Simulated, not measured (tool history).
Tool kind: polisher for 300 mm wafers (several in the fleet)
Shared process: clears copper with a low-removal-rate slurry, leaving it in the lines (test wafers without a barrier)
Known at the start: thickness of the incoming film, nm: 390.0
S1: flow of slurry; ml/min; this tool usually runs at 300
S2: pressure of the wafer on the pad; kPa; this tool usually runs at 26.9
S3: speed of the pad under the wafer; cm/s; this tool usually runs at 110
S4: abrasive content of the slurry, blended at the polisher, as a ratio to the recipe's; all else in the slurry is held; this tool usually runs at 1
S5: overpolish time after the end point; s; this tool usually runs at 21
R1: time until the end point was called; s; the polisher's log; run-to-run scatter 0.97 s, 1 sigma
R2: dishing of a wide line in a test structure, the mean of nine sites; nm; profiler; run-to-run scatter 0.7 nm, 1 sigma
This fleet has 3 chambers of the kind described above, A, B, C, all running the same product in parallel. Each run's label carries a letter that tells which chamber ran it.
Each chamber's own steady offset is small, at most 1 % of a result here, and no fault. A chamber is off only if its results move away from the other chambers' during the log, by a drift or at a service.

| run | day | S1 | S2 | S3 | S4 | S5 | R1 | R2 |
|---|---|---|---|---|---|---|---|---|
| 1B | 0.300 | 300 | 26.9 | 110 | 1 | 21 | 88.710 | 45.700 |
|  | 0.471 | chamber C: worn pad replaced by a new one |
|  | 0.775 | chamber B: slurry blender recalibrated |
| 2A | 0.842 | 300 | 26.9 | 110 | 1 | 21 | 88.659 | 45.972 |
| 3C | 1.171 | 300 | 26.9 | 110 | 1 | 21 | 87.950 | 46.067 |
|  | 1.508 | chamber A: worn pad replaced by a new one |
| 4C | 1.700 | 300 | 26.9 | 110 | 1 | 21 | 88.582 | 45.703 |
| 5B | 2.233 | 300 | 26.9 | 94 | 1 | 10 | 102.000 | 23.952 |
|  | 2.308 | chamber A: slurry blender recalibrated |
| 6A | 2.558 | 300 | 26.9 | 94 | 1 | 10 | 101.690 | 23.749 |
| 7B | 2.900 | 300 | 26.9 | 94 | 1 | 10 | 103.400 | 24.471 |
|  | 3.058 | chamber B: worn pad replaced by a new one |
| 8C | 3.438 | 300 | 26.9 | 110 | 1 | 21 | 87.049 | 45.801 |
| 9A | 3.738 | 300 | 26.9 | 110 | 1 | 21 | 89.410 | 45.094 |
| 10B | 4.300 | 340 | 31.7 | 110 | 1 | 21 | 74.063 | 50.748 |
| 11C | 4.600 | 340 | 31.7 | 110 | 1 | 21 | 73.519 | 49.792 |
| 12A | 4.883 | 340 | 31.7 | 110 | 1 | 21 | 76.848 | 49.434 |
|  | 4.917 | chamber B: slurry nozzle cleaned |
|  | 5.312 | chamber A: worn pad replaced by a new one |
| 13A | 5.346 | 300 | 26.9 | 110 | 1 | 21 | 92.129 | 43.865 |
| 14C | 5.821 | 300 | 26.9 | 110 | 1 | 21 | 88.326 | 45.929 |
|  | 5.862 | chamber C: slurry blender recalibrated |
|  | 6.242 | chamber C: worn pad replaced by a new one |
| 15B | 6.342 | 300 | 26.9 | 110 | 1 | 21 | 86.583 | 45.528 |
| 16A | 6.825 | 300 | 26.9 | 110 | 1 | 21 | 94.384 | 43.831 |
| 17B | 7.154 | 260 | 26.9 | 110 | 1 | 32 | 88.156 | 55.440 |
| 18C | 7.567 | 260 | 26.9 | 110 | 1 | 32 | 90.267 | 54.613 |
| 19C | 8.054 | 260 | 26.9 | 110 | 1 | 32 | 88.125 | 55.164 |
|  | 8.450 | chamber A: worn pad replaced by a new one |
| 20B | 8.554 | 300 | 26.9 | 110 | 1 | 21 | 88.019 | 44.538 |
| 21A | 9.058 | 300 | 26.9 | 110 | 1 | 21 | 95.831 | 42.375 |
|  | 9.062 | chamber C: head pressure recalibrated |
|  | 9.088 | chamber B: worn pad replaced by a new one |
| 22B | 9.483 | 300 | 26.9 | 110 | 1 | 21 | 87.876 | 45.131 |
| 23C | 9.933 | 300 | 26.9 | 110 | 1 | 21 | 88.077 | 43.961 |

For the next run the whole fleet of 3 chambers uses the same settings. Give each chamber's results:
| 24A | 10.346 | 300 | 20.0 | 110 | 1 | 21 | ? | ? |
| 24B | 10.346 | 300 | 20.0 | 110 | 1 | 21 | ? | ? |
| 24C | 10.346 | 300 | 20.0 | 110 | 1 | 21 | ? | ? |

| run | R1 | R2 |
|---|---|---|
| 24A | 132.050 | 34.711 |
| 24B | 116.100 | 37.924 |
| 24C | 116.740 | 36.058 |
